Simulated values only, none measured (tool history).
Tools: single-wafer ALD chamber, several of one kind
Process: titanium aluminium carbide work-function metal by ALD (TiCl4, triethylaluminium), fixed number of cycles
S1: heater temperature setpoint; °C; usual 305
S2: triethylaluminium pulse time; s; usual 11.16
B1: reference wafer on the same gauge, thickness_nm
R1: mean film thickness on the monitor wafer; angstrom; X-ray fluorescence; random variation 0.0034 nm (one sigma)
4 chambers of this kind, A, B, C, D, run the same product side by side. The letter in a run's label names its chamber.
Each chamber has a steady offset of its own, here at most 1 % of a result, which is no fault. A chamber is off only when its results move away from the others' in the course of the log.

run 1D hour=7.3 | S1=305 S2=11.16 | B1=2.0307 | R1=20.678
run 2A hour=14.6 | S1=305 S2=11.16 | B1=2.0306 | R1=20.710
run 3C hour=22.1 | S1=305 S2=11.16 | B1=2.0318 | R1=20.532
run 4B hour=35.3 | S1=305 S2=11.16 | B1=2.0315 | R1=20.659
run 5C hour=48.1 | S1=305 S2=11.16 | B1=2.0321 | R1=20.586
run 6A hour=54.9 | S1=305 S2=11.16 | B1=2.0327 | R1=20.728
run 7B hour=65.8 | S1=305 S2=11.16 | B1=2.0335 | R1=20.715
run 8D hour=75.1 | S1=305 S2=11.16 | B1=2.0324 | R1=20.679
run 9D hour=83.3 | S1=305 S2=11.16 | B1=2.0325 | R1=20.732
run 10B hour=95.4 | S1=305 S2=11.16 | B1=2.0333 | R1=20.706
run 11A hour=104.9 | S1=305 S2=11.16 | B1=2.0339 | R1=20.751
run 12C hour=115.2 | S1=305 S2=11.16 | B1=2.0352 | R1=20.531
run 13C hour=121.1 | S1=305 S2=11.16 | B1=2.0344 | R1=20.527
run 14A hour=132.1 | S1=305 S2=8.52 | B1=2.0347 | R1=20.112
run 15B hour=144.8 | S1=305 S2=8.52 | B1=2.0352 | R1=20.026
run 16D hour=151.5 | S1=305 S2=8.52 | B1=2.0346 | R1=20.031
run 17D hour=163.4 | S1=305 S2=8.52 | B1=2.0354 | R1=20.007
-- hour=167.8 chamber A: thermocouple changed; heater temperature recalibrated
run 18A hour=169.5 | S1=305 S2=11.16 | B1=2.0358 | R1=20.730
run 19C hour=175.5 | S1=305 S2=11.16 | B1=2.0363 | R1=20.562
run 20B hour=188.6 | S1=305 S2=11.16 | B1=2.0371 | R1=20.742
run 21B hour=197.9 | S1=295 S2=11.16 | B1=2.0369 | R1=19.877
run 22C hour=210.9 | S1=295 S2=11.16 | B1=2.0380 | R1=19.667
run 23A hour=220.2 | S1=295 S2=11.16 | B1=2.0375 | R1=19.940
run 24D hour=228.2 | S1=295 S2=11.16 | B1=2.0384 | R1=19.824
run 25A hour=235.2 | S1=305 S2=9.66 | B1=2.0384 | R1=20.481
run 26D hour=247.2 | S1=305 S2=9.66 | B1=2.0394 | R1=20.423
run 27C hour=253.0 | S1=305 S2=9.66 | B1=2.0386 | R1=20.317
run 28B hour=259.2 | S1=305 S2=9.66 | B1=2.0388 | R1=20.448
run 29C hour=272.2 | S1=315 S2=8.86 | B1=2.0393 | R1=20.968
run 30B hour=285.1 | S1=315 S2=8.86 | B1=2.0407 | R1=21.009
run 31D hour=297.6 | S1=315 S2=8.86 | B1=2.0410 | R1=21.111
run 32A hour=308.3 | S1=315 S2=8.86 | B1=2.0400 | R1=21.113
run 33A hour=319.3 | S1=305 S2=11.16 | B1=2.0419 | R1=20.796
run 34D hour=326.3 | S1=305 S2=11.16 | B1=2.0411 | R1=20.723
run 35C hour=333.1 | S1=305 S2=11.16 | B1=2.0421 | R1=20.657
run 36B hour=343.1 | S1=305 S2=11.16 | B1=2.0412 | R1=20.770
run 37D hour=356.6 | S1=305 S2=11.16 | B1=2.0427 | R1=20.770
run 38B hour=365.3 | S1=305 S2=11.16 | B1=2.0417 | R1=20.773
run 39C hour=371.4 | S1=305 S2=7.81 | B1=2.0430 | R1=19.690
run 40A hour=381.4 | S1=305 S2=7.81 | B1=2.0429 | R1=19.884
run 41D hour=394.1 | S1=305 S2=7.81 | B1=2.0435 | R1=19.813

Is one chamber off against the others, does the gauge drift, or is nothing wrong? If a chamber is off, say which, and what the likeliest cause is.

The gauge drifts, so all chambers seem to drift together. No chamber is off.
Cause: gauge reads high (%) = 0.683.

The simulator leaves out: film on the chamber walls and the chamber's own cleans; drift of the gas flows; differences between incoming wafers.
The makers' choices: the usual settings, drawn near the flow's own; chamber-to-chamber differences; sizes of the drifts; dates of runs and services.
